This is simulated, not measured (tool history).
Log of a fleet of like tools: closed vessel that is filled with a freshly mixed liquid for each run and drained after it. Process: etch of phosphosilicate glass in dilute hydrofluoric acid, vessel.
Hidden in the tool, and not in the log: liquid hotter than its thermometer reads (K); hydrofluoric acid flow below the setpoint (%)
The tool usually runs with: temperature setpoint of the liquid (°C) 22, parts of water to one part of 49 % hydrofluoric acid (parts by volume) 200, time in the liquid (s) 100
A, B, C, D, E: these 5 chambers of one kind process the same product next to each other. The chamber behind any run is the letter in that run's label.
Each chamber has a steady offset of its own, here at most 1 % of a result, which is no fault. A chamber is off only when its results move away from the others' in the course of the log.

run	hour	temperature setpoint of the liquid (°C)	parts of water to one part of 49 % hydrofluoric acid (parts by volume)	time in the liquid (s)	hours since the thermometer was replaced	hours since the hydrofluoric acid flow meter was replaced	read-back film thickness of the phosphosilicate glass reference wafer, read on the same gauge (nm)	thickness taken off the phosphosilicate glass on a monitor wafer (angstrom)
1E	13.6	22	200	100	263.1	404.4	140.00	334.93
2D	27.9	22	200	100	1455.3	294.2	140.01	332.91
3C	40.6	22	200	100	2332.1	192.3	140.01	334.20
4A	55.4	22	200	100	236.5	2278.9	140.00	333.44
5B	68.5	22	200	100	1002.6	1417.0	139.99	337.65
6C	75.4	22	200	100	2366.9	227.1	139.96	337.72
7B	84.3	22	200	100	1018.4	1432.8	140.02	340.86
8A	96.1	22	200	100	277.2	2319.6	140.03	334.64
9D	106.8	22	200	100	1534.2	373.1	140.00	334.17
10E	121.9	22	200	100	371.4	512.7	140.01	335.04
11A	133.5	22	200	100	314.6	2357.0	140.00	333.30
12B	143.6	22	200	100	1077.7	1492.1	140.01	337.53
13E	156.7	22	200	145	406.2	547.5	140.00	489.61
14D	170.8	22	200	145	1598.2	437.1	140.00	482.81
15C	185.1	22	200	145	2476.6	336.8	139.97	485.20
16A	199.1	22	200	145	380.2	2422.6	139.96	485.30
# hour 204.7: chamber A: hydrofluoric acid flow meter replaced
17E	213.8	22	200	145	463.3	604.6	139.97	478.52
# hour 216.8: chamber D: hydrofluoric acid flow meter replaced
18B	223.8	22	200	100	1157.9	1572.3	139.97	335.13
19C	236.5	22	200	100	2528.0	388.2	140.02	334.23
20D	245.9	22	200	100	1673.3	29.1	139.98	337.59
21C	252.5	22	200	100	2544.0	404.2	140.02	333.35
22B	261.0	22	200	100	1195.1	1609.5	140.00	337.21
23A	267.8	22	200	100	448.9	63.1	140.01	333.59
24E	281.3	22	200	100	530.8	672.1	139.97	326.14
25D	295.6	22	200	100	1723.0	78.8	139.98	338.77
26A	305.7	22	200	100	486.8	101.0	140.00	334.12
27D	318.7	22	200	100	1746.1	101.9	140.00	338.77
28E	329.8	22	200	100	579.3	720.6	140.00	325.61
29B	337.6	22	200	155	1271.7	1686.1	139.98	523.58
30C	346.2	22	200	155	2637.7	497.9	139.94	518.54
# hour 359.5: chamber C: thermometer replaced
31E	361.3	22	200	155	610.8	752.1	140.00	491.37
32D	371.4	22	200	155	1798.8	154.6	139.94	517.77
33A	380.5	22	200	155	561.6	175.8	139.99	521.48
34B	393.2	22	200	100	1327.3	1741.7	140.01	341.37
35C	401.8	22	200	100	42.4	553.5	139.99	337.67
36B	409.4	22	200	100	1343.5	1757.9	139.97	333.75
37D	419.6	22	200	100	1847.0	202.8	139.99	331.72

Is one chamber out of step, is the gauge drifting, or do the chambers differ by no more than their own small offsets? For an off chamber, give its letter and the likeliest cause.

It is chamber E that slowly wanders off from its peers.
Likeliest cause: hydrofluoric acid flow below the setpoint (%) = 5.27.
The log may not separate it from: liquid colder than its thermometer reads (K).

Below are 4 candidate recipes for chamber E's next run, each the usual settings with a change, their results shown as question marks. Which of them brings E's results back in line with what the other chambers give on the usual settings?
A result is in line if it is within this distance of the other chambers' mean on the usual settings: thickness taken off the phosphosilicate glass on a monitor wafer (angstrom) 8.00
38E-1	430.4	22.0	190	100				?
38E-2	430.4	21.5	200	100				?
38E-3	430.4	22.0	200	95				?
38E-4	430.4	22.5	200	100				?

Mean of the other chambers on the usual settings: thickness taken off the phosphosilicate glass on a monitor wafer (angstrom) 335.38
run	thickness taken off the phosphosilicate glass on a monitor wafer (angstrom)
38E-1	335.99
38E-2	309.58
38E-3	299.68
38E-4	321.52
The right change is 38E-1: it brings the chamber back within the allowed miss of the others.

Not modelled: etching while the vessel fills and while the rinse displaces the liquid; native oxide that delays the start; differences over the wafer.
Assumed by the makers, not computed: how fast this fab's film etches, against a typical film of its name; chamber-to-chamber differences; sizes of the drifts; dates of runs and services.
